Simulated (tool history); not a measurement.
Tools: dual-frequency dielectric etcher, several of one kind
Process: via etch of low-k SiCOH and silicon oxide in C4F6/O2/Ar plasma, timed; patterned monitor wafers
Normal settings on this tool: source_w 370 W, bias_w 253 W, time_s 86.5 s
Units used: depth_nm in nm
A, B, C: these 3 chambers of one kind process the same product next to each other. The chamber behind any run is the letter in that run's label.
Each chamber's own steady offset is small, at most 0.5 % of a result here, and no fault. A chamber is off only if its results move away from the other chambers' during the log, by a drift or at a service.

run,day,source_w,bias_w,time_s,"read-back reference wafer on the same gauge, depth_nm",depth_nm
1A,0.212,370,253,86.5,216.04,263.12
2B,0.479,370,253,86.5,216.07,263.3
3C,0.729,370,253,86.5,216.07,262.58
4A,1.054,370,253,86.5,216.1,263.74
5C,1.242,370,253,86.5,216.17,263.22
6B,1.421,370,253,86.5,216.15,262.99
7A,1.696,320,253,67.5,216.21,194.61
8C,1.9,320,253,67.5,216.26,194.23
9B,2.158,320,253,67.5,216.29,194.58
10A,2.408,370,253,86.5,216.28,263.78
11B,2.675,370,253,86.5,216.31,262.93
12C,2.971,370,253,86.5,216.32,263.67
13C,3.221,370,253,86.5,216.39,263.47
14A,3.538,370,273,96,216.38,300.45
15B,3.842,370,273,96,216.48,299.84
# day 3.908: chamber C: wet clean of the chamber
16B,4.046,370,273,96,216.5,300.83
17C,4.242,370,253,86.5,216.48,263.58
18A,4.425,370,253,86.5,216.54,264.23
19A,4.692,370,253,86.5,216.51,264.06
20C,5.008,370,253,86.5,216.6,263.66
# day 5.188: chamber C: bias power generator calibrated
# day 5.325: chamber B: wet clean of the chamber
21B,5.329,410,216,86.5,216.6,259.93
# day 5.379: chamber A: wet clean of the chamber
22B,5.488,410,216,86.5,216.68,260.05
23C,5.712,410,216,86.5,216.58,260.39
24A,5.988,370,253,86.5,216.65,264.26
25A,6.296,370,253,86.5,216.7,263.78
26C,6.646,370,253,86.5,216.7,264.02
27B,6.825,370,253,86.5,216.78,264.25
28A,7.046,370,253,86.5,216.83,263.78
29B,7.308,370,274,86.5,216.86,271.32
30C,7.467,370,274,86.5,216.86,271.41
31B,7.738,370,274,86.5,216.92,271.85
32A,7.962,370,253,86.5,216.92,264.28
33C,8.208,410,253,86.5,216.93,275.9
34A,8.429,410,253,86.5,216.98,275.02

What goes on in this fleet: one chamber off, a drifting gauge, or nothing beyond the chambers' own small offsets? Name the chamber and the cause, if any.

Every chamber seems to shift together because the gauge that measures them all drifts; the chambers themselves are fine.
What lies behind it: gauge reads high (%) = 0.465.
